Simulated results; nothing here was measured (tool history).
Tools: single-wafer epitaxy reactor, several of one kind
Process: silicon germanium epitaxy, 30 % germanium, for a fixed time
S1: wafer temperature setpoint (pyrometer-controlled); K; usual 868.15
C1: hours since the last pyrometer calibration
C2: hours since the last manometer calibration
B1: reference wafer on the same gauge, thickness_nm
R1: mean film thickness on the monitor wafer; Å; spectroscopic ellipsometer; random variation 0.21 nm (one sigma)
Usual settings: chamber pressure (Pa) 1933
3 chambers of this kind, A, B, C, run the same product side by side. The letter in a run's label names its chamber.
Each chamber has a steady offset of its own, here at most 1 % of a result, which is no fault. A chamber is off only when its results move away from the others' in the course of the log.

{"run": "1B", "hour": 6.0, "S1": 868.15, "chamber pressure (Pa)": 1933, "C1": 1883.1, "C2": 656, "B1": 53.033, "R1": 475.48}
{"run": "2C", "hour": 12.9, "S1": 868.15, "chamber pressure (Pa)": 1933, "C1": 46.3, "C2": 693.4, "B1": 53.006, "R1": 468.09}
{"run": "3A", "hour": 22.0, "S1": 868.15, "chamber pressure (Pa)": 1933, "C1": 109.3, "C2": 684.9, "B1": 52.969, "R1": 470.06}
{"run": "4B", "hour": 31.7, "S1": 868.15, "chamber pressure (Pa)": 1933, "C1": 1908.8, "C2": 681.7, "B1": 52.971, "R1": 475.45}
{"run": "5C", "hour": 38.8, "S1": 868.15, "chamber pressure (Pa)": 1933, "C1": 72.2, "C2": 719.3, "B1": 52.989, "R1": 472.54}
{"run": "6A", "hour": 45.3, "S1": 868.15, "chamber pressure (Pa)": 1933, "C1": 132.6, "C2": 708.2, "B1": 53.007, "R1": 473.28}
{"run": "7C", "hour": 56.7, "S1": 868.15, "chamber pressure (Pa)": 1933, "C1": 90.1, "C2": 737.2, "B1": 53.062, "R1": 469.55}
{"run": "8B", "hour": 66.7, "S1": 868.15, "chamber pressure (Pa)": 1933, "C1": 1943.8, "C2": 716.7, "B1": 52.986, "R1": 478.1}
{"run": "9A", "hour": 79.4, "S1": 860.15, "chamber pressure (Pa)": 2160, "C1": 166.7, "C2": 742.3, "B1": 52.951, "R1": 425.71}
{"run": "10A", "hour": 88.6, "S1": 860.15, "chamber pressure (Pa)": 2160, "C1": 175.9, "C2": 751.5, "B1": 52.978, "R1": 424.7}
{"run": "11C", "hour": 95.8, "S1": 860.15, "chamber pressure (Pa)": 2160, "C1": 129.2, "C2": 776.3, "B1": 53.016, "R1": 424.65}
{"run": "12B", "hour": 103.8, "S1": 868.15, "chamber pressure (Pa)": 1933, "C1": 1980.9, "C2": 753.8, "B1": 53.021, "R1": 475.14}
{"run": "13B", "hour": 112.6, "S1": 868.15, "chamber pressure (Pa)": 2226, "C1": 1989.7, "C2": 762.6, "B1": 52.928, "R1": 502.23}
{"hour": 114.6, "done": "chamber B: pyrometer calibrated"}
{"run": "14A", "hour": 124.5, "S1": 868.15, "chamber pressure (Pa)": 2226, "C1": 211.8, "C2": 787.4, "B1": 52.998, "R1": 505.87}
{"run": "15C", "hour": 132.8, "S1": 868.15, "chamber pressure (Pa)": 2226, "C1": 166.2, "C2": 813.3, "B1": 53.044, "R1": 492.72}
{"run": "16C", "hour": 143.1, "S1": 868.15, "chamber pressure (Pa)": 1560, "C1": 176.5, "C2": 823.6, "B1": 53.02, "R1": 429.97}
{"run": "17B", "hour": 154.6, "S1": 868.15, "chamber pressure (Pa)": 1560, "C1": 40.1, "C2": 804.6, "B1": 52.955, "R1": 420.16}
{"run": "18A", "hour": 163.8, "S1": 868.15, "chamber pressure (Pa)": 1560, "C1": 251.1, "C2": 826.7, "B1": 52.923, "R1": 433.8}
{"run": "19C", "hour": 175.6, "S1": 868.15, "chamber pressure (Pa)": 1933, "C1": 209, "C2": 856.1, "B1": 52.973, "R1": 467.39}
{"run": "20B", "hour": 188.7, "S1": 868.15, "chamber pressure (Pa)": 1933, "C1": 74.2, "C2": 838.7, "B1": 52.975, "R1": 450.44}
{"run": "21A", "hour": 194.5, "S1": 868.15, "chamber pressure (Pa)": 1933, "C1": 281.8, "C2": 857.4, "B1": 52.943, "R1": 471.65}

All 3 chambers run these settings next. Forecast each chamber's results:
{"run": "22A", "hour": 204.0, "S1": 855.15, "chamber pressure (Pa)": 1933, "R1": "?"}
{"run": "22B", "hour": 204.0, "S1": 855.15, "chamber pressure (Pa)": 1933, "R1": "?"}
{"run": "22C", "hour": 204.0, "S1": 855.15, "chamber pressure (Pa)": 1933, "R1": "?"}

run=22A R1=367.77
run=22B R1=354.42
run=22C R1=365.73

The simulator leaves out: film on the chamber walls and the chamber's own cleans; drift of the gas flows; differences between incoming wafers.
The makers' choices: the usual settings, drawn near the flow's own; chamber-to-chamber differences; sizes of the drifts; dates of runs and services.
